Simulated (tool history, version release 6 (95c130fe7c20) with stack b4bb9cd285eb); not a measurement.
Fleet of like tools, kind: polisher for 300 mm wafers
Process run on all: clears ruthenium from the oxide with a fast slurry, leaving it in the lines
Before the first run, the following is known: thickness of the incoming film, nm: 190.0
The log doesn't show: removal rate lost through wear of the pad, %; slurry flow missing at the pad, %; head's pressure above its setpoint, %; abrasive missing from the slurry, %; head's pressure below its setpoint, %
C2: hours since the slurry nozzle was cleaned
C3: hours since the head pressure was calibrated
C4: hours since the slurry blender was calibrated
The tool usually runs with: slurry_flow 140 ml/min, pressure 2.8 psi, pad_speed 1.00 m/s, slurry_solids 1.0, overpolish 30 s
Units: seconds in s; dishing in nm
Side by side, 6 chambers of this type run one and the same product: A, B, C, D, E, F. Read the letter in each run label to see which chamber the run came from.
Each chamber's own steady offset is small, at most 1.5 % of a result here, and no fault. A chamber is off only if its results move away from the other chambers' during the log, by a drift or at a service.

{"run": "1D", "hour": 4.7, "slurry_flow": 140, "pressure": 2.8, "pad_speed": 1.0, "slurry_solids": 1.0, "overpolish": 30, "wafers polished on this pad": 435, "C2": 499.1, "C3": 235.0, "C4": 282.3, "seconds": 39.835, "dishing": 102.54}
{"hour": 5.9, "done": "chamber C: worn pad replaced by a new one"}
{"hour": 6.7, "done": "chamber B: worn pad replaced by a new one"}
{"run": "2F", "hour": 7.2, "slurry_flow": 140, "pressure": 2.8, "pad_speed": 1.0, "slurry_solids": 1.0, "overpolish": 30, "wafers polished on this pad": 666, "C2": 616.0, "C3": 193.3, "C4": 53.9, "seconds": 38.844, "dishing": 100.9}
{"hour": 9.7, "done": "chamber A: slurry blender recalibrated"}
{"run": "3C", "hour": 11.9, "slurry_flow": 140, "pressure": 2.8, "pad_speed": 1.0, "slurry_solids": 1.0, "overpolish": 30, "wafers polished on this pad": 68, "C2": 91.7, "C3": 1301.3, "C4": 77.8, "seconds": 39.02, "dishing": 103.28}
{"run": "4B", "hour": 15.1, "slurry_flow": 140, "pressure": 2.8, "pad_speed": 1.0, "slurry_solids": 1.0, "overpolish": 30, "wafers polished on this pad": 95, "C2": 399.9, "C3": 433.7, "C4": 325.9, "seconds": 40.62, "dishing": 100.36}
{"run": "5E", "hour": 20.6, "slurry_flow": 140, "pressure": 2.8, "pad_speed": 0.84, "slurry_solids": 1.0, "overpolish": 30, "wafers polished on this pad": 548, "C2": 345.9, "C3": 625.1, "C4": 152.8, "seconds": 47.428, "dishing": 87.576}
{"run": "6A", "hour": 24.4, "slurry_flow": 140, "pressure": 2.8, "pad_speed": 0.84, "slurry_solids": 1.0, "overpolish": 30, "wafers polished on this pad": 825, "C2": 88.3, "C3": 320.3, "C4": 14.7, "seconds": 47.591, "dishing": 87.633}
{"hour": 25.6, "done": "chamber B: slurry nozzle cleaned"}
{"run": "7D", "hour": 27.1, "slurry_flow": 140, "pressure": 2.8, "pad_speed": 0.84, "slurry_solids": 1.0, "overpolish": 30, "wafers polished on this pad": 688, "C2": 521.5, "C3": 257.4, "C4": 304.7, "seconds": 47.116, "dishing": 90.189}
{"hour": 30.3, "done": "chamber D: slurry nozzle cleaned"}
{"run": "8A", "hour": 30.4, "slurry_flow": 140, "pressure": 2.8, "pad_speed": 0.84, "slurry_solids": 1.0, "overpolish": 30, "wafers polished on this pad": 893, "C2": 94.3, "C3": 326.3, "C4": 20.7, "seconds": 47.273, "dishing": 87.203}
{"run": "9E", "hour": 34.1, "slurry_flow": 140, "pressure": 2.8, "pad_speed": 0.84, "slurry_solids": 1.0, "overpolish": 30, "wafers polished on this pad": 701, "C2": 359.4, "C3": 638.6, "C4": 166.3, "seconds": 46.79, "dishing": 89.062}
{"run": "10B", "hour": 38.6, "slurry_flow": 140, "pressure": 2.8, "pad_speed": 0.84, "slurry_solids": 1.0, "overpolish": 30, "wafers polished on this pad": 360, "C2": 13.1, "C3": 457.2, "C4": 349.4, "seconds": 47.275, "dishing": 84.386}
{"run": "11F", "hour": 43.7, "slurry_flow": 140, "pressure": 2.8, "pad_speed": 1.0, "slurry_solids": 1.0, "overpolish": 30, "wafers polished on this pad": 1078, "C2": 652.5, "C3": 229.8, "C4": 90.4, "seconds": 39.607, "dishing": 101.0}
{"hour": 46.7, "done": "chamber B: worn pad replaced by a new one"}
{"run": "12C", "hour": 49.4, "slurry_flow": 140, "pressure": 2.8, "pad_speed": 1.0, "slurry_solids": 1.0, "overpolish": 30, "wafers polished on this pad": 490, "C2": 129.2, "C3": 1338.8, "C4": 115.3, "seconds": 39.179, "dishing": 97.68}
{"hour": 53.4, "done": "chamber C: worn pad replaced by a new one"}
{"hour": 53.5, "done": "chamber F: worn pad replaced by a new one"}
{"run": "13E", "hour": 54.9, "slurry_flow": 140, "pressure": 2.8, "pad_speed": 1.0, "slurry_solids": 1.0, "overpolish": 30, "wafers polished on this pad": 935, "C2": 380.2, "C3": 659.4, "C4": 187.1, "seconds": 40.972, "dishing": 101.1}
{"hour": 55.6, "done": "chamber F: slurry blender recalibrated"}
{"run": "14B", "hour": 58.8, "slurry_flow": 140, "pressure": 2.8, "pad_speed": 1.0, "slurry_solids": 1.0, "overpolish": 30, "wafers polished on this pad": 136, "C2": 33.3, "C3": 477.4, "C4": 369.6, "seconds": 40.165, "dishing": 99.835}
{"hour": 59.5, "done": "chamber A: worn pad replaced by a new one"}
{"run": "15D", "hour": 63.4, "slurry_flow": 140, "pressure": 2.8, "pad_speed": 1.0, "slurry_solids": 1.0, "overpolish": 30, "wafers polished on this pad": 1097, "C2": 33.1, "C3": 293.7, "C4": 341.0, "seconds": 38.988, "dishing": 100.69}
{"run": "16A", "hour": 67.3, "slurry_flow": 140, "pressure": 2.8, "pad_speed": 1.0, "slurry_solids": 1.0, "overpolish": 30, "wafers polished on this pad": 89, "C2": 131.2, "C3": 363.2, "C4": 57.6, "seconds": 39.52, "dishing": 101.39}
{"run": "17F", "hour": 70.3, "slurry_flow": 140, "pressure": 2.8, "pad_speed": 1.0, "slurry_solids": 1.0, "overpolish": 30, "wafers polished on this pad": 189, "C2": 679.1, "C3": 256.4, "C4": 14.7, "seconds": 39.807, "dishing": 101.95}
{"run": "18C", "hour": 72.8, "slurry_flow": 160, "pressure": 2.8, "pad_speed": 1.0, "slurry_solids": 1.2, "overpolish": 30, "wafers polished on this pad": 219, "C2": 152.6, "C3": 1362.2, "C4": 138.7, "seconds": 34.735, "dishing": 106.11}
{"run": "19C", "hour": 78.2, "slurry_flow": 160, "pressure": 2.8, "pad_speed": 1.0, "slurry_solids": 1.2, "overpolish": 30, "wafers polished on this pad": 280, "C2": 158.0, "C3": 1367.6, "C4": 144.1, "seconds": 35.413, "dishing": 110.65}
{"run": "20B", "hour": 83.8, "slurry_flow": 160, "pressure": 2.8, "pad_speed": 1.0, "slurry_solids": 1.2, "overpolish": 30, "wafers polished on this pad": 418, "C2": 58.3, "C3": 502.4, "C4": 394.6, "seconds": 35.946, "dishing": 110.4}
{"run": "21F", "hour": 89.3, "slurry_flow": 160, "pressure": 2.8, "pad_speed": 1.0, "slurry_solids": 1.2, "overpolish": 30, "wafers polished on this pad": 403, "C2": 698.1, "C3": 275.4, "C4": 33.7, "seconds": 35.799, "dishing": 109.3}
{"run": "22A", "hour": 93.9, "slurry_flow": 160, "pressure": 2.8, "pad_speed": 1.0, "slurry_solids": 1.2, "overpolish": 30, "wafers polished on this pad": 389, "C2": 157.8, "C3": 389.8, "C4": 84.2, "seconds": 35.725, "dishing": 108.88}
{"run": "23E", "hour": 99.1, "slurry_flow": 160, "pressure": 2.8, "pad_speed": 1.0, "slurry_solids": 1.2, "overpolish": 30, "wafers polished on this pad": 1434, "C2": 424.4, "C3": 703.6, "C4": 231.3, "seconds": 36.535, "dishing": 109.65}
{"hour": 99.9, "done": "chamber B: worn pad replaced by a new one"}
{"hour": 101.0, "done": "chamber E: worn pad replaced by a new one"}
{"hour": 102.8, "done": "chamber C: worn pad replaced by a new one"}
{"run": "24D", "hour": 103.2, "slurry_flow": 140, "pressure": 2.8, "pad_speed": 1.0, "slurry_solids": 1.0, "overpolish": 30, "wafers polished on this pad": 1546, "C2": 72.9, "C3": 333.5, "C4": 380.8, "seconds": 39.894, "dishing": 102.16}
{"run": "25F", "hour": 106.1, "slurry_flow": 140, "pressure": 2.8, "pad_speed": 1.0, "slurry_solids": 1.0, "overpolish": 30, "wafers polished on this pad": 593, "C2": 714.9, "C3": 292.2, "C4": 50.5, "seconds": 39.747, "dishing": 102.64}
{"run": "26A", "hour": 110.6, "slurry_flow": 140, "pressure": 2.8, "pad_speed": 1.0, "slurry_solids": 1.0, "overpolish": 30, "wafers polished on this pad": 577, "C2": 174.5, "C3": 406.5, "C4": 100.9, "seconds": 39.737, "dishing": 100.26}
{"hour": 113.2, "done": "chamber D: worn pad replaced by a new one"}
{"run": "27D", "hour": 113.5, "slurry_flow": 140, "pressure": 2.8, "pad_speed": 1.0, "slurry_solids": 1.0, "overpolish": 30, "wafers polished on this pad": 3, "C2": 83.2, "C3": 343.8, "C4": 391.1, "seconds": 39.317, "dishing": 101.55}
{"hour": 114.7, "done": "chamber C: slurry nozzle cleaned"}
{"run": "28E", "hour": 116.7, "slurry_flow": 140, "pressure": 2.8, "pad_speed": 1.0, "slurry_solids": 1.0, "overpolish": 30, "wafers polished on this pad": 177, "C2": 442.0, "C3": 721.2, "C4": 248.9, "seconds": 39.466, "dishing": 97.611}
{"hour": 120.2, "done": "chamber E: head pressure recalibrated"}
{"run": "29B", "hour": 122.0, "slurry_flow": 140, "pressure": 2.8, "pad_speed": 1.0, "slurry_solids": 1.0, "overpolish": 30, "wafers polished on this pad": 250, "C2": 96.5, "C3": 540.6, "C4": 432.8, "seconds": 40.095, "dishing": 101.88}
{"run": "30C", "hour": 125.1, "slurry_flow": 140, "pressure": 2.8, "pad_speed": 1.0, "slurry_solids": 1.0, "overpolish": 30, "wafers polished on this pad": 251, "C2": 10.5, "C3": 1414.5, "C4": 191.0, "seconds": 39.126, "dishing": 102.35}
{"run": "31F", "hour": 127.7, "slurry_flow": 120, "pressure": 3.2, "pad_speed": 1.0, "slurry_solids": 1.0, "overpolish": 30, "wafers polished on this pad": 836, "C2": 736.5, "C3": 313.8, "C4": 72.1, "seconds": 35.352, "dishing": 109.9}
{"run": "32A", "hour": 133.3, "slurry_flow": 120, "pressure": 3.2, "pad_speed": 1.0, "slurry_solids": 1.0, "overpolish": 30, "wafers polished on this pad": 833, "C2": 197.2, "C3": 429.2, "C4": 123.6, "seconds": 35.922, "dishing": 109.14}
{"run": "33C", "hour": 138.1, "slurry_flow": 120, "pressure": 3.2, "pad_speed": 1.0, "slurry_solids": 1.0, "overpolish": 30, "wafers polished on this pad": 398, "C2": 23.5, "C3": 1427.5, "C4": 204.0, "seconds": 35.08, "dishing": 109.4}
{"run": "34E", "hour": 142.7, "slurry_flow": 120, "pressure": 3.2, "pad_speed": 1.0, "slurry_solids": 1.0, "overpolish": 30, "wafers polished on this pad": 471, "C2": 468.0, "C3": 22.5, "C4": 274.9, "seconds": 36.065, "dishing": 108.86}
{"run": "35B", "hour": 145.6, "slurry_flow": 120, "pressure": 3.2, "pad_speed": 1.0, "slurry_solids": 1.0, "overpolish": 30, "wafers polished on this pad": 516, "C2": 120.1, "C3": 564.2, "C4": 456.4, "seconds": 35.994, "dishing": 110.96}
{"run": "36D", "hour": 149.8, "slurry_flow": 120, "pressure": 3.2, "pad_speed": 1.0, "slurry_solids": 1.0, "overpolish": 30, "wafers polished on this pad": 413, "C2": 119.5, "C3": 380.1, "C4": 427.4, "seconds": 35.209, "dishing": 110.66}
{"hour": 150.3, "done": "chamber B: worn pad replaced by a new one"}
{"run": "37B", "hour": 153.2, "slurry_flow": 140, "pressure": 2.8, "pad_speed": 1.0, "slurry_solids": 1.0, "overpolish": 30, "wafers polished on this pad": 33, "C2": 127.7, "C3": 571.8, "C4": 464.0, "seconds": 39.598, "dishing": 97.983}
{"run": "38A", "hour": 158.7, "slurry_flow": 140, "pressure": 2.8, "pad_speed": 1.0, "slurry_solids": 1.0, "overpolish": 30, "wafers polished on this pad": 1119, "C2": 222.6, "C3": 454.6, "C4": 149.0, "seconds": 39.376, "dishing": 102.26}

Decide between three cases: one chamber stands off from its peers, the gauge reading all wafers drifts, or nothing is wrong past each chamber's small offset. Where a chamber is off, say which and what most likely put it there.

The fleet is healthy, with each chamber sitting at its usual small offset and no drift in the gauge.
